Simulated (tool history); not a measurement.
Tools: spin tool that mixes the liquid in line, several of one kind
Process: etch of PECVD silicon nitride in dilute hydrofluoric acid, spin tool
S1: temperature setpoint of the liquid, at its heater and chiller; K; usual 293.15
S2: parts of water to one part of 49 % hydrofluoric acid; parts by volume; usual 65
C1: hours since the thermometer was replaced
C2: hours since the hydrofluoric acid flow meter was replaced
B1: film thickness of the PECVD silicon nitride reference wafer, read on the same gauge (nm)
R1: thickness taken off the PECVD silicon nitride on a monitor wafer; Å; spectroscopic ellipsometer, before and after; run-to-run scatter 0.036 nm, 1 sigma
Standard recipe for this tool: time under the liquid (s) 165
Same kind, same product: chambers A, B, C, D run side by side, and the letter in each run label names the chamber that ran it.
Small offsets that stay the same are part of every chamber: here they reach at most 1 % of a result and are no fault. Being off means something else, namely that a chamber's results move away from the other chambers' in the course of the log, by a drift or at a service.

{"run": "1B", "day": 0.271, "S1": 293.15, "S2": 65, "time under the liquid (s)": 165, "C1": 601, "C2": 910, "B1": 100.01, "R1": 68.964}
{"run": "2A", "day": 0.683, "S1": 293.15, "S2": 65, "time under the liquid (s)": 165, "C1": 321, "C2": 1583.2, "B1": 99.974, "R1": 68.975}
{"run": "3C", "day": 1.038, "S1": 293.15, "S2": 65, "time under the liquid (s)": 165, "C1": 974.9, "C2": 1423.7, "B1": 100.04, "R1": 68.559}
{"run": "4D", "day": 1.288, "S1": 293.15, "S2": 65, "time under the liquid (s)": 165, "C1": 1318.2, "C2": 134.8, "B1": 100, "R1": 68.295}
{"run": "5A", "day": 1.525, "S1": 293.15, "S2": 65, "time under the liquid (s)": 165, "C1": 341.2, "C2": 1603.4, "B1": 100.04, "R1": 68.731}
{"run": "6B", "day": 1.796, "S1": 293.15, "S2": 65, "time under the liquid (s)": 165, "C1": 637.6, "C2": 946.6, "B1": 100.01, "R1": 68.62}
{"run": "7D", "day": 2.175, "S1": 293.15, "S2": 65, "time under the liquid (s)": 165, "C1": 1339.5, "C2": 156.1, "B1": 100.05, "R1": 68.09}
{"run": "8C", "day": 2.508, "S1": 293.15, "S2": 65, "time under the liquid (s)": 165, "C1": 1010.2, "C2": 1459, "B1": 99.988, "R1": 67.902}
{"run": "9A", "day": 2.933, "S1": 293.15, "S2": 65, "time under the liquid (s)": 215, "C1": 375, "C2": 1637.2, "B1": 100.03, "R1": 88.978}
{"run": "10D", "day": 3.3, "S1": 293.15, "S2": 65, "time under the liquid (s)": 215, "C1": 1366.5, "C2": 183.1, "B1": 100.01, "R1": 88.794}
{"run": "11B", "day": 3.679, "S1": 293.15, "S2": 65, "time under the liquid (s)": 215, "C1": 682.8, "C2": 991.8, "B1": 100.01, "R1": 89.558}
{"run": "12C", "day": 3.9, "S1": 293.15, "S2": 65, "time under the liquid (s)": 215, "C1": 1043.6, "C2": 1492.4, "B1": 100.01, "R1": 88.652}
{"run": "13B", "day": 4.1, "S1": 293.15, "S2": 65, "time under the liquid (s)": 165, "C1": 692.9, "C2": 1001.9, "B1": 99.991, "R1": 68.5}
{"run": "14C", "day": 4.454, "S1": 293.15, "S2": 65, "time under the liquid (s)": 165, "C1": 1056.9, "C2": 1505.7, "B1": 99.975, "R1": 68.746}
{"run": "15A", "day": 4.717, "S1": 293.15, "S2": 65, "time under the liquid (s)": 165, "C1": 417.8, "C2": 1680, "B1": 99.978, "R1": 68.203}
{"run": "16D", "day": 5.054, "S1": 293.15, "S2": 50, "time under the liquid (s)": 165, "C1": 1408.6, "C2": 225.2, "B1": 100.01, "R1": 88.578}
{"run": "17B", "day": 5.371, "S1": 293.15, "S2": 50, "time under the liquid (s)": 165, "C1": 723.4, "C2": 1032.4, "B1": 99.961, "R1": 88.203}
{"run": "18A", "day": 5.7, "S1": 293.15, "S2": 50, "time under the liquid (s)": 165, "C1": 441.4, "C2": 1703.6, "B1": 99.991, "R1": 89.039}
{"run": "19D", "day": 5.938, "S1": 293.15, "S2": 50, "time under the liquid (s)": 165, "C1": 1429.8, "C2": 246.4, "B1": 99.965, "R1": 87.682}
{"run": "20C", "day": 6.312, "S1": 293.15, "S2": 65, "time under the liquid (s)": 165, "C1": 1101.5, "C2": 1550.3, "B1": 99.984, "R1": 67.871}
{"run": "21D", "day": 6.633, "S1": 294.65, "S2": 65, "time under the liquid (s)": 165, "C1": 1446.5, "C2": 263.1, "B1": 99.978, "R1": 75.519}
{"run": "22A", "day": 6.896, "S1": 294.65, "S2": 65, "time under the liquid (s)": 165, "C1": 470.1, "C2": 1732.3, "B1": 100.01, "R1": 76.556}
{"run": "23B", "day": 7.129, "S1": 294.65, "S2": 65, "time under the liquid (s)": 165, "C1": 765.6, "C2": 1074.6, "B1": 100.06, "R1": 75.757}
{"run": "24C", "day": 7.412, "S1": 294.65, "S2": 65, "time under the liquid (s)": 165, "C1": 1127.9, "C2": 1576.7, "B1": 99.972, "R1": 74.569}
{"run": "25B", "day": 7.692, "S1": 293.15, "S2": 65, "time under the liquid (s)": 165, "C1": 779.1, "C2": 1088.1, "B1": 100.02, "R1": 69.29}
{"run": "26D", "day": 8.092, "S1": 293.15, "S2": 65, "time under the liquid (s)": 165, "C1": 1481.5, "C2": 298.1, "B1": 100.03, "R1": 68.685}
{"run": "27A", "day": 8.45, "S1": 293.15, "S2": 65, "time under the liquid (s)": 165, "C1": 507.4, "C2": 1769.6, "B1": 100.02, "R1": 69.462}
{"run": "28C", "day": 8.638, "S1": 293.15, "S2": 65, "time under the liquid (s)": 165, "C1": 1157.3, "C2": 1606.1, "B1": 99.995, "R1": 67.236}
{"run": "29B", "day": 8.842, "S1": 293.15, "S2": 80, "time under the liquid (s)": 165, "C1": 806.7, "C2": 1115.7, "B1": 100.02, "R1": 56.188}
{"day": 8.9, "done": "chamber A: thermometer replaced"}
{"run": "30A", "day": 9.225, "S1": 293.15, "S2": 80, "time under the liquid (s)": 165, "C1": 7.8, "C2": 1788.2, "B1": 100, "R1": 56.489}
{"day": 9.308, "done": "chamber B: hydrofluoric acid flow meter replaced"}
{"run": "31C", "day": 9.483, "S1": 293.15, "S2": 80, "time under the liquid (s)": 165, "C1": 1177.6, "C2": 1626.4, "B1": 100.03, "R1": 54.915}
{"run": "32D", "day": 9.683, "S1": 293.15, "S2": 80, "time under the liquid (s)": 165, "C1": 1519.7, "C2": 336.3, "B1": 99.956, "R1": 55.92}
{"run": "33A", "day": 10.046, "S1": 293.15, "S2": 65, "time under the liquid (s)": 165, "C1": 27.5, "C2": 1807.9, "B1": 100.01, "R1": 69.037}
{"run": "34C", "day": 10.267, "S1": 293.15, "S2": 65, "time under the liquid (s)": 165, "C1": 1196.4, "C2": 1645.2, "B1": 99.993, "R1": 67.199}
{"day": 10.479, "done": "chamber C: hydrofluoric acid flow meter replaced"}
{"run": "35D", "day": 10.55, "S1": 293.15, "S2": 65, "time under the liquid (s)": 165, "C1": 1540.5, "C2": 357.1, "B1": 99.99, "R1": 68.065}
{"run": "36B", "day": 10.779, "S1": 293.15, "S2": 65, "time under the liquid (s)": 165, "C1": 853.2, "C2": 35.4, "B1": 100.02, "R1": 68.493}
{"run": "37D", "day": 11.188, "S1": 293.15, "S2": 65, "time under the liquid (s)": 165, "C1": 1555.8, "C2": 372.4, "B1": 100, "R1": 67.663}
{"run": "38C", "day": 11.379, "S1": 293.15, "S2": 65, "time under the liquid (s)": 165, "C1": 1223.1, "C2": 21.6, "B1": 100, "R1": 67.021}
{"run": "39A", "day": 11.575, "S1": 290.15, "S2": 35, "time under the liquid (s)": 165, "C1": 64.2, "C2": 1844.6, "B1": 99.967, "R1": 100.6}
{"run": "40B", "day": 11.921, "S1": 290.15, "S2": 35, "time under the liquid (s)": 165, "C1": 880.6, "C2": 62.8, "B1": 100.02, "R1": 100.52}
{"run": "41B", "day": 12.35, "S1": 290.15, "S2": 35, "time under the liquid (s)": 165, "C1": 890.9, "C2": 73.1, "B1": 100.02, "R1": 100.7}
{"run": "42D", "day": 12.638, "S1": 290.15, "S2": 35, "time under the liquid (s)": 165, "C1": 1590.6, "C2": 407.2, "B1": 99.98, "R1": 101.42}

Read the log: is a single chamber off, either drifting away or since a service, is the gauge that measures every chamber drifting, or is nothing wrong beyond small per-chamber offsets? Name any odd chamber and what most likely caused it.

Little by little, chamber C moves away from the other chambers.
Likeliest cause: liquid colder than its thermometer reads (K) = 0.448.

Here are 4 candidates for chamber C's next run, each the usual settings with a change, their results left as question marks. Which one brings its results back in line with what the others give on the usual settings?
Counts as in line when no further than this from what the other chambers average on the usual settings: R1 1.3 Å
{"run": "43C-1", "day": 12.95, "S1": 293.15, "S2": 65, "time under the liquid (s)": 170, "R1": "?"}
{"run": "43C-2", "day": 12.95, "S1": 294.15, "S2": 65, "time under the liquid (s)": 165, "R1": "?"}
{"run": "43C-3", "day": 12.95, "S1": 293.15, "S2": 65, "time under the liquid (s)": 160, "R1": "?"}
{"run": "43C-4", "day": 12.95, "S1": 293.15, "S2": 65, "time under the liquid (s)": 155, "R1": "?"}

Average result of the remaining chambers running the usual settings: R1 68.508 Å
run=43C-1 R1=68.265
run=43C-2 R1=70.943
run=43C-3 R1=64.25
run=43C-4 R1=62.242
43C-1 brings the chamber back in line.

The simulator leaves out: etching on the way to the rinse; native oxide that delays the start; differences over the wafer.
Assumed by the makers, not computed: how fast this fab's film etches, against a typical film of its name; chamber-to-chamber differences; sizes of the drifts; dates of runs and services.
